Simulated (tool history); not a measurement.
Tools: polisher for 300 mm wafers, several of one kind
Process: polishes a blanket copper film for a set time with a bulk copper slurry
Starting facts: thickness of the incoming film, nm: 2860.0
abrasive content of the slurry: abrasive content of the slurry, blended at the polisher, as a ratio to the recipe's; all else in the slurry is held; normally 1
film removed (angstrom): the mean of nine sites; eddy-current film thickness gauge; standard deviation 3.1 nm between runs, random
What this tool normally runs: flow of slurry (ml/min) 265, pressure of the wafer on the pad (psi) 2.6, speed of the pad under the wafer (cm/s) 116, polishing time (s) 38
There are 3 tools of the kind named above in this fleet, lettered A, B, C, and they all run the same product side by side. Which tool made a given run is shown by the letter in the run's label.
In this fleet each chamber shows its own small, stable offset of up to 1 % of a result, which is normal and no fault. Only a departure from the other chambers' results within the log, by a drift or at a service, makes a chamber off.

run,hour,flow of slurry (ml/min),pressure of the wafer on the pad (psi),speed of the pad under the wafer (cm/s),abrasive content of the slurry,polishing time (s),film removed (angstrom)
1B,15.2,265,2.6,116,1,38,3859
# hour 19.4: chamber A: worn pad replaced by a new one
2A,22.8,265,2.6,116,1,38,3886.6
# hour 23.5: chamber C: slurry blender recalibrated
# hour 25.4: chamber B: worn pad replaced by a new one
3C,31.3,265,2.6,116,1,38,3969.8
4B,41.4,265,2.6,116,1,38,3848.7
5C,54.4,265,2.6,116,1,38,3944.5
# hour 60.6: chamber C: worn pad replaced by a new one
6A,66.8,265,2.6,116,1,38,3889.6
7B,76.1,265,2.6,116,1,38,3856.2
# hour 81.3: chamber A: slurry blender recalibrated
8C,85.3,265,2.6,116,1,38,3923.8
9A,95.3,265,2.6,116,1,48,4894.5
# hour 103.3: chamber B: worn pad replaced by a new one
10A,103.4,265,2.6,116,1,48,4853.8
11B,113.4,265,2.6,116,1,48,4864.1
# hour 114.4: chamber A: worn pad replaced by a new one
# hour 115.9: chamber B: slurry blender recalibrated
12C,122.7,265,2.6,116,1,38,3905
13B,130.4,265,2.6,116,1,38,3832.9
14A,142.7,265,2.6,128,1,38,4291.5
15C,153,265,2.6,128,1,38,4316.3
# hour 155.5: chamber C: worn pad replaced by a new one
# hour 159.1: chamber B: slurry nozzle cleaned
16A,162.1,265,2.6,128,1,38,4250
17B,170.4,265,2.6,116,1,38,3808.5
18C,181.9,265,2.6,116,1,38,3991.3
# hour 191.2: chamber C: head pressure recalibrated
# hour 191.6: chamber B: worn pad replaced by a new one
19A,192.5,265,2.6,116,1,38,3921.7
20B,205.1,265,2.6,116,1,38,3850.4
# hour 206.4: chamber A: worn pad replaced by a new one
21C,217.7,265,2.6,116,1,38,4340.6
# hour 217.9: chamber C: slurry blender recalibrated
22B,225.5,265,2.6,116,1,38,3864.7
23A,238.6,265,2.6,116,1,38,3864.1
# hour 248.1: chamber A: slurry blender recalibrated
24C,253.4,265,2.6,116,1,38,4326.2
# hour 260: chamber C: worn pad replaced by a new one
25C,261.6,265,2.6,116,1,38,4345.1
26B,269,265,2.6,116,1,38,3818.5
# hour 274.7: chamber B: head pressure recalibrated
27A,277.9,265,2.6,116,1,42,4262.1
28B,285.7,265,2.6,116,1,42,4280.8
# hour 289.8: chamber A: worn pad replaced by a new one
# hour 291: chamber B: worn pad replaced by a new one
29C,294,265,2.6,116,1,42,4708.2
30A,307.7,265,3.1,116,1.1,38,4774.8
# hour 312.7: chamber A: head pressure recalibrated
31C,319.8,265,3.1,116,1.1,38,5247.4
32A,332.3,265,3.1,116,1.1,38,4737
33B,343.2,265,2.6,116,1,38,3832.4
# hour 356.2: chamber C: slurry nozzle cleaned
34C,358,265,2.6,116,1,38,4315.8
35A,368.9,265,2.6,116,1,38,3926.1
# hour 373.7: chamber B: slurry nozzle cleaned
# hour 375.1: chamber B: worn pad replaced by a new one
# hour 376.8: chamber B: slurry blender recalibrated
36B,380.2,265,2.6,116,1,38,3877.8
# hour 382.7: chamber C: worn pad replaced by a new one
# hour 385.1: chamber A: worn pad replaced by a new one
37A,393.8,265,2.6,116,1,38,3953.7
38B,400.5,265,2.6,116,1,38,3808
39C,413.8,265,2.6,116,1,38,4377.1
40A,425.2,265,2.6,116,1,38,3848
41C,438.1,265,2.6,116,1,38,4277.4
42B,445.3,265,2.6,116,1,38,3895.4

Decide between three cases: one chamber stands off from its peers, the gauge reading all wafers drifts, or nothing is wrong past each chamber's small offset. Where a chamber is off, say which and what most likely put it there.

After it was serviced, chamber C no longer matches the other chambers.
Most likely cause: head's pressure above its setpoint, % = 9.47.

Here are 4 candidates for chamber C's next run, each the usual settings with a change, their results left as question marks. Which one brings its results back in line with what the others give on the usual settings?
Counts as in line when no further than this from what the other chambers average on the usual settings: film removed (angstrom) 110
43C-1,456.4,265,2.7,120,1,39,?
43C-2,456.4,265,2.5,110,1,38,?
43C-3,456.4,265,2.6,118,1,39,?
43C-4,456.4,265,2.5,116,1,38,?

Usual-settings mean across the other chambers: film removed (angstrom) 3877.9
run,film removed (angstrom)
43C-1,4746.8
43C-2,3918.7
43C-3,4492.8
43C-4,4135.9
43C-2 is the one that brings the chamber's results back in line with the other chambers.
